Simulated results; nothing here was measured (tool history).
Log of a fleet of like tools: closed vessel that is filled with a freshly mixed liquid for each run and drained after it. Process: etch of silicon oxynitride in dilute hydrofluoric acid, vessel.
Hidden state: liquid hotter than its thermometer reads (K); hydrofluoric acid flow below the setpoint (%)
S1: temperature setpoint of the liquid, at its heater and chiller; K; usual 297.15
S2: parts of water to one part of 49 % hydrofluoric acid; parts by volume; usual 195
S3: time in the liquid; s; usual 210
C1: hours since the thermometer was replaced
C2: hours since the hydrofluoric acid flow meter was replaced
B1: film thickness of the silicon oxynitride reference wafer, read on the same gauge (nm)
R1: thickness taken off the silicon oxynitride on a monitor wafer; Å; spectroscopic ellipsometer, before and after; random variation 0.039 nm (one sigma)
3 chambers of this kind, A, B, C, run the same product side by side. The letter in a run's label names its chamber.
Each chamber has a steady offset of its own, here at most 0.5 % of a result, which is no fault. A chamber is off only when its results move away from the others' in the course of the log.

run   hour      S1   S2   S3      C1      C2      B1      R1
       6.1  -- chamber B: thermometer replaced
 1A   10.9  297.15  195  210  1039.5  1662.1  99.989  43.296
 2C   18.7  297.15  195  210   788.8   843.3  100.02  43.266
 3B     29  297.15  195  210      23   261.1  99.991  43.635
 4B   39.8  297.15  195  210    33.8   271.9  100.01  43.457
 5C   48.8  297.15  195  210   818.9   873.4  100.01  42.963
 6A   56.2  297.15  195  210  1084.8  1707.4  99.998  44.077
 7A   62.1  297.15  195  210  1090.7  1713.3  99.989  45.098
 8B   73.5  297.15  195  210    67.5   305.6  99.994  43.416
 9C   78.8  297.15  195  210   848.9   903.4  99.987  42.752
10C   85.5  301.15  145  210   855.6   910.1     100   73.45
11A   96.2  301.15  145  210  1124.8  1747.4  100.03    73.9
12B  106.3  301.15  145  210   100.3   338.4  100.01  72.682
13C  114.9  297.15  195  210     885   939.5  99.994  43.203
14B  120.1  297.15  195  210   114.1   352.2  99.997  44.136
15A  128.8  297.15  195  210  1157.4    1780     100  45.034
16B  136.1  297.15  195  210   130.1   368.2  99.986  43.856
17C  141.8  297.15  195  210   911.9   966.4  99.995  43.701
18A  149.7  297.15  195  210  1178.3  1800.9  100.01  46.355
19C  160.7  297.15  195  210   930.8   985.3  100.03  43.954
20B  171.4  297.15  195  210   165.4   403.5  99.989  43.343
21A  178.1  297.15  195  210  1206.7  1829.3  99.996  46.769
22C  183.9  297.15  195  210     954  1008.5  100.01  43.321
23B  189.4  297.15  195  210   183.4   421.5  99.987  43.281

Next, every chamber runs the same settings. What will each give?
24A  197.5  297.15  230  210               ?
24B  197.5  297.15  230  210               ?
24C  197.5  297.15  230  210               ?

run      R1
24A  39.156
24B  36.097
24C  36.261
